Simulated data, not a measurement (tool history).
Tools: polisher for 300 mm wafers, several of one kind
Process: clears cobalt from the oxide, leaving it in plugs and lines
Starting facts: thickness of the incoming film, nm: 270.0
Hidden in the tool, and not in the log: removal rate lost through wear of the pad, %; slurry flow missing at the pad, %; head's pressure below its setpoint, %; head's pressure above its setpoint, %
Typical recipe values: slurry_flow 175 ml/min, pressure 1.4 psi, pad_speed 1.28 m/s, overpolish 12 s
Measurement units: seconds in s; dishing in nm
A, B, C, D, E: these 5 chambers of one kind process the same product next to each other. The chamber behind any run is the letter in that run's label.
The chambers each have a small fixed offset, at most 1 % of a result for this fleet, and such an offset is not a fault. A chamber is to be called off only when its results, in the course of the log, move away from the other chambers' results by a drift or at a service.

run	hour	slurry_flow	pressure	pad_speed	overpolish	wafers polished on this pad	hours since the slurry nozzle was cleaned	hours since the head pressure was calibrated	seconds	dishing
1E	8.9	175	1.4	1.28	12	830	386	735.6	63.807	19.399
# hour 13.7: chamber D: worn pad replaced by a new one
2C	16.3	175	1.4	1.28	12	708	311.4	162.9	62.206	19.669
# hour 18.3: chamber E: head pressure recalibrated
# hour 24: chamber E: worn pad replaced by a new one
# hour 25.7: chamber A: slurry nozzle cleaned
3A	28.8	175	1.4	1.28	12	394	3.2	93.5	63.204	19.745
# hour 33.7: chamber C: worn pad replaced by a new one
4B	35.9	175	1.4	1.28	12	960	321	372.6	63.148	19.43
5D	47.1	175	1.4	1.28	12	449	147.6	287.5	63.109	19.218
6E	56.6	175	1.4	1.28	12	438	433.7	38.4	64.581	19.857
7B	63.4	155	1.4	1.28	15	1329	348.5	400.1	64.583	20.686
8A	73.6	155	1.4	1.28	15	996	48	138.3	64.648	20.811
9D	83.7	155	1.4	1.28	15	940	184.2	324.1	64.431	20.618
# hour 84.8: chamber D: worn pad replaced by a new one
# hour 86.5: chamber A: worn pad replaced by a new one
# hour 87.9: chamber C: slurry nozzle cleaned
# hour 88.8: chamber E: worn pad replaced by a new one
# hour 91.9: chamber C: worn pad replaced by a new one
10C	95.4	155	1.4	1.28	15	47	7.5	242	64.301	20.198
11C	107.4	155	1.4	1.28	15	208	19.5	254	65.369	21.003
12A	118.6	175	1.4	1.28	12	432	93	183.3	64.145	19.842
13B	125	175	1.4	1.28	12	2156	410.1	461.7	63.117	19.132
14E	136.3	175	1.4	1.1	12	638	513.4	118.1	74.181	19.414
15D	145.7	175	1.4	1.1	12	819	246.2	386.1	73.856	18.609
# hour 155.5: chamber C: worn pad replaced by a new one
16E	157.4	175	1.4	1.1	12	921	534.5	139.2	74.19	19.174
# hour 162: chamber D: worn pad replaced by a new one
# hour 163: chamber E: worn pad replaced by a new one
17A	164.2	175	1.4	1.1	12	1044	138.6	228.9	72.338	19.319
# hour 164.8: chamber B: head pressure recalibrated
18C	172	175	1.4	1.1	12	221	84.1	318.6	73.763	18.475
# hour 174.4: chamber A: worn pad replaced by a new one
# hour 175.9: chamber D: head pressure recalibrated
19D	179.9	175	1.4	1.28	12	241	280.4	4	63.044	20.102
20B	186.7	175	1.4	1.28	12	2985	471.8	21.9	64.488	19.346
21E	197	175	1.4	1.28	12	456	574.1	178.8	64.072	19.738
# hour 199.6: chamber C: head pressure recalibrated
22A	205.1	175	1.4	1.28	12	412	179.5	269.8	62.094	19.574
23B	216	155	1.4	0.92	12	3378	501.1	51.2	90.099	17.716
# hour 220.6: chamber D: worn pad replaced by a new one
# hour 221.3: chamber C: worn pad replaced by a new one
24C	223.2	155	1.4	0.92	12	26	135.3	23.6	90.018	18.163
# hour 231.1: chamber B: slurry nozzle cleaned
25D	232.1	155	1.4	0.92	12	154	332.6	56.2	88.91	17.245
26D	238.4	155	1.4	0.92	12	239	338.9	62.5	88.962	17.812
# hour 239.8: chamber E: worn pad replaced by a new one
27E	251.1	155	1.4	0.92	12	152	628.2	232.9	90.155	18.058
# hour 252.4: chamber A: worn pad replaced by a new one
# hour 252.9: chamber A: head pressure recalibrated
28B	259	175	1.4	1.28	12	3956	28	94.2	67.215	19.361
29A	265.2	175	1.4	1.28	12	172	239.6	12.3	62.468	19.389
30C	277.9	175	1.4	1.28	12	761	190	78.3	64.401	19.35
# hour 283.2: chamber D: worn pad replaced by a new one
31B	286.1	175	1.4	1.28	17	4320	55.1	121.3	67.778	20.717
# hour 286.7: chamber C: worn pad replaced by a new one
32E	291.9	175	1.4	1.28	17	700	669	273.7	63.037	21.349
# hour 302.2: chamber E: worn pad replaced by a new one
33D	303	175	1.4	1.28	17	265	403.5	127.1	62.969	21.088
34C	310.2	175	1.4	1.28	17	316	222.3	110.6	63.288	20.635
# hour 319.5: chamber A: worn pad replaced by a new one
35A	323.6	175	1.4	1.28	17	56	298	70.7	63.346	20.992
36E	330.1	175	1.4	1.28	12	374	707.2	311.9	62.775	20.284
37A	337.2	175	1.4	1.28	12	238	311.6	84.3	63.632	19.73

Has any chamber moved away from the others, gradually or after a service, or does the common gauge drift, or do the chambers differ only by their own small steady offsets? State the chamber and the most likely cause if one applies.

It is chamber B that slowly wanders off from its peers.
Cause: removal rate lost through wear of the pad, % = 8.97.

Which of the 4 candidates below, each the usual settings with something changed and its results left as question marks, puts chamber B back in line with what the other chambers give on the usual settings?
Maximum distance from the other chambers' mean on the usual settings for a result to count as in line: seconds 2 s; dishing 1.2 nm
38B-1	346.8	175	1.5	1.32	13				?	?
38B-2	346.8	175	1.3	1.24	12				?	?
38B-3	346.8	175	1.4	1.32	12				?	?
38B-4	346.8	175	1.4	1.24	12				?	?

Other chambers, usual settings, mean: seconds 63.267 s; dishing 19.696 nm
run	seconds	dishing
38B-1	62.882	20.052
38B-2	77.119	18.573
38B-3	67.355	19.333
38B-4	71.633	19.001
With 38B-1, the chamber falls back in line with the rest.
